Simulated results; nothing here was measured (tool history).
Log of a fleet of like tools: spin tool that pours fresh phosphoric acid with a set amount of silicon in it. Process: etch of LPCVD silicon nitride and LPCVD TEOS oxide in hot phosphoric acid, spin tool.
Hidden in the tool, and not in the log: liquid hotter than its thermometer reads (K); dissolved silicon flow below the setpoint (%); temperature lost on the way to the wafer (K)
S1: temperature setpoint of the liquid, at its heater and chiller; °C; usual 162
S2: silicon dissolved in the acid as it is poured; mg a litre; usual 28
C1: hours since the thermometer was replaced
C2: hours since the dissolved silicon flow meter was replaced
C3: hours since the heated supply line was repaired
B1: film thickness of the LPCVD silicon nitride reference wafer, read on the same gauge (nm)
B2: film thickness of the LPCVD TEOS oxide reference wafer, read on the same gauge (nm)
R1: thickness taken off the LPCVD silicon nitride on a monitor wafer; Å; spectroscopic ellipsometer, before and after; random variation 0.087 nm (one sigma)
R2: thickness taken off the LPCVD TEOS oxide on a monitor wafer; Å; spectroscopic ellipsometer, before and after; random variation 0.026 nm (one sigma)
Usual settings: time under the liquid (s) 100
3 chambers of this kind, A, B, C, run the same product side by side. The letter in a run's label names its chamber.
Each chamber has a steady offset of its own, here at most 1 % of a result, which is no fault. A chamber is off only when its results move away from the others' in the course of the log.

Run 1A, hour 8.5: usual settings; C1 1804.9; C2 396; C3 808.7; B1 49.982; B2 69.997. Result: R1 87.157 Å, R2 3.8882 Å.
Run 2C, hour 15: usual settings; C1 1733.9; C2 164.5; C3 1335; B1 50.009; B2 69.99. Result: R1 88.115 Å, R2 3.7714 Å.
Run 3B, hour 26.1: usual settings; C1 910.7; C2 744.9; C3 655.2; B1 49.983; B2 70.018. Result: R1 89.746 Å, R2 4.4199 Å.
Run 4B, hour 35.4: usual settings; C1 920; C2 754.2; C3 664.5; B1 50.011; B2 69.997. Result: R1 89.7 Å, R2 3.991 Å.
Run 5A, hour 46.4: usual settings; C1 1842.8; C2 433.9; C3 846.6; B1 50; B2 70.003. Result: R1 85.965 Å, R2 3.8889 Å.
Run 6C, hour 56.1: usual settings; C1 1775; C2 205.6; C3 1376.1; B1 49.986; B2 70.003. Result: R1 88.567 Å, R2 4.2191 Å.
At hour 59.6: chamber B: dissolved silicon flow meter replaced.
Run 7B, hour 64.3: usual settings; C1 948.9; C2 4.8; C3 693.4; B1 50.026; B2 70.004. Result: R1 89.064 Å, R2 3.2772 Å.
Run 8A, hour 74.3: usual settings; C1 1870.7; C2 461.8; C3 874.5; B1 49.981; B2 70.015. Result: R1 86.295 Å, R2 3.252 Å.
Run 9C, hour 80.6: usual settings but S1 164.5 °C, S2 12 mg a litre; C1 1799.5; C2 230.1; C3 1400.6; B1 49.995; B2 69.981. Result: R1 94.663 Å, R2 7.0047 Å.
Run 10B, hour 86.4: usual settings but S1 164.5 °C, S2 12 mg a litre; C1 971; C2 26.9; C3 715.5; B1 49.978; B2 69.997. Result: R1 98.063 Å, R2 7.5601 Å.
Run 11C, hour 91.6: usual settings but S1 164.5 °C, S2 12 mg a litre; C1 1810.5; C2 241.1; C3 1411.6; B1 50.025; B2 70.012. Result: R1 94.624 Å, R2 7.1644 Å.
Run 12A, hour 99.8: usual settings; C1 1896.2; C2 487.3; C3 900; B1 50.004; B2 69.974. Result: R1 84.852 Å, R2 3.3948 Å.
Run 13A, hour 107.8: usual settings; C1 1904.2; C2 495.3; C3 908; B1 49.987; B2 69.998. Result: R1 84.746 Å, R2 3.1514 Å.
At hour 108.8: chamber A: dissolved silicon flow meter replaced.
Run 14B, hour 118.5: usual settings; C1 1003.1; C2 59; C3 747.6; B1 50.01; B2 69.992. Result: R1 88.793 Å, R2 4.2819 Å.
Run 15C, hour 128.7: usual settings; C1 1847.6; C2 278.2; C3 1448.7; B1 49.966; B2 69.991. Result: R1 87.094 Å, R2 3.4207 Å.
Run 16C, hour 136.3: usual settings; C1 1855.2; C2 285.8; C3 1456.3; B1 49.983; B2 69.987. Result: R1 86.925 Å, R2 3.5941 Å.
Run 17B, hour 142.3: usual settings; C1 1026.9; C2 82.8; C3 771.4; B1 50.014; B2 70.008. Result: R1 89.516 Å, R2 3.8862 Å.
Run 18A, hour 148.7: usual settings; C1 1945.1; C2 40; C3 948.9; B1 50.003; B2 70.013. Result: R1 81.846 Å, R2 3.4955 Å.
Run 19C, hour 158.4: usual settings; C1 1877.3; C2 307.9; C3 1478.4; B1 50.015; B2 69.977. Result: R1 87.295 Å, R2 3.8861 Å.
Run 20B, hour 164.1: usual settings but S2 47 mg a litre; C1 1048.7; C2 104.6; C3 793.2; B1 49.992; B2 69.996. Result: R1 88.399 Å, R2 1.5021 Å.
Run 21A, hour 174.2: usual settings but S2 47 mg a litre; C1 1970.6; C2 65.5; C3 974.4; B1 49.999; B2 69.987. Result: R1 82.21 Å, R2 1.3229 Å.
Run 22C, hour 181.9: usual settings but S2 47 mg a litre; C1 1900.8; C2 331.4; C3 1501.9; B1 49.994; B2 70.017. Result: R1 86.993 Å, R2 1.3723 Å.
At hour 184.1: chamber B: thermometer replaced.
Run 23B, hour 189.9: usual settings; C1 5.9; C2 130.4; C3 819; B1 49.989; B2 69.972. Result: R1 88.531 Å, R2 4.0883 Å.
Run 24A, hour 196.1: usual settings; C1 1992.5; C2 87.4; C3 996.3; B1 50.028; B2 69.986. Result: R1 81.915 Å, R2 3.4515 Å.
At hour 198.3: chamber A: thermometer replaced.
Run 25C, hour 206.6: usual settings; C1 1925.5; C2 356.1; C3 1526.6; B1 49.988; B2 70.016. Result: R1 88.177 Å, R2 3.9828 Å.
Run 26A, hour 213.9: usual settings; C1 15.7; C2 105.2; C3 1014.1; B1 50.015; B2 70.002. Result: R1 79.794 Å, R2 3.035 Å.

All 3 chambers run these settings next. Forecast each chamber's results:
Run 27A, hour 222: usual settings but time under the liquid (s) 80. Result: R1 ?, R2 ?.
Run 27B, hour 222: usual settings but time under the liquid (s) 80. Result: R1 ?, R2 ?.
Run 27C, hour 222: usual settings but time under the liquid (s) 80. Result: R1 ?, R2 ?.

run      R1      R2
27A  64.863  2.5454
27B  71.083  3.3002
27C  68.583  3.1982

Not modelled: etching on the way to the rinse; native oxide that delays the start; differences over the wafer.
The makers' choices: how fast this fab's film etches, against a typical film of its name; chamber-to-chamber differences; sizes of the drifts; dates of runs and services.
